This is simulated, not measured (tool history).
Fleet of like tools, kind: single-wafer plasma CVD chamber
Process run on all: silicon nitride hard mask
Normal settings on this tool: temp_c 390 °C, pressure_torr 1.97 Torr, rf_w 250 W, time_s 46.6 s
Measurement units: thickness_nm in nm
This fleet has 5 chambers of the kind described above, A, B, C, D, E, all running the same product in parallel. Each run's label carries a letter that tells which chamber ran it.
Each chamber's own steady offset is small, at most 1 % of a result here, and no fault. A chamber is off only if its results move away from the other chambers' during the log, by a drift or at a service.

run   hour  temp_c  pressure_torr  rf_w  time_s  read-back reference wafer on the same gauge, thickness_nm  thickness_nm
 1A    6.4     390           1.97   250    46.6                                                     58.133        49.909
 2E   15.7     390           1.97   250    46.6                                                     58.149        50.610
      18.9  -- chamber C: RF generator calibrated
 3B   21.3     390           1.97   250    46.6                                                     58.072        50.501
 4D   30.3     390           1.97   250    46.6                                                     58.118        50.258
 5C   41.1     390           1.97   250    46.6                                                     58.083        50.497
 6E   47.4     390           1.97   250    46.6                                                     58.068        50.468
 7A   58.6     390           1.97   250    46.6                                                     58.090        50.087
 8C   65.2     390           1.97   250    46.6                                                     58.067        50.158
      68.5  -- chamber B: capacitance manometer re-zeroed and calibrated
 9D   77.6     390           1.97   250    46.6                                                     58.074        50.478
10B   90.0     390           1.97   250    46.6                                                     58.080        50.572
11C  102.5     390           1.97   250    46.6                                                     58.120        49.891
12E  114.5     390           1.97   250    46.6                                                     58.083        50.631
     120.5  -- chamber C: thermocouple changed; heater temperature recalibrated
13B  121.8     390           1.97   250    46.6                                                     58.083        50.698
14A  133.1     390           1.97   250    46.6                                                     58.113        49.806
15D  139.8     390           1.97   250    46.6                                                     58.114        50.170
16E  151.1     390           1.62   250    46.6                                                     58.096        47.861
     154.0  -- chamber D: RF generator calibrated
17B  161.4     390           1.62   250    46.6                                                     58.126        48.041
18D  170.0     390           1.62   250    46.6                                                     58.032        47.416
19A  175.9     390           1.62   250    46.6                                                     58.122        47.439
20C  182.7     390           1.62   250    46.6                                                     58.162        47.824
21B  193.4     390           1.97   250    46.6                                                     58.092        50.766
22E  200.5     390           1.97   250    46.6                                                     58.078        50.735
     205.3  -- chamber A: capacitance manometer re-zeroed and calibrated
23D  209.0     390           1.97   250    46.6                                                     58.147        50.567
     213.4  -- chamber A: RF generator calibrated
24C  220.9     390           1.97   250    46.6                                                     58.114        50.447
25A  232.0     390           1.74   250    46.6                                                     58.123        48.808
     239.6  -- chamber D: capacitance manometer re-zeroed and calibrated
26B  243.1     390           1.74   250    46.6                                                     58.109        49.212
27A  249.8     390           1.74   250    46.6                                                     58.032        48.204
28E  259.2     390           1.74   250    46.6                                                     58.122        48.485
29D  270.0     390           1.74   250    46.6                                                     58.088        48.708
30C  278.6     390           1.97   250    46.6                                                     58.120        50.196

Does one chamber stand apart from the rest, does the shared gauge drift, or is all well apart from small per-chamber offsets? Give the chamber and the most likely cause, where there is one.

The fleet is healthy, with each chamber sitting at its usual small offset and no drift in the gauge.
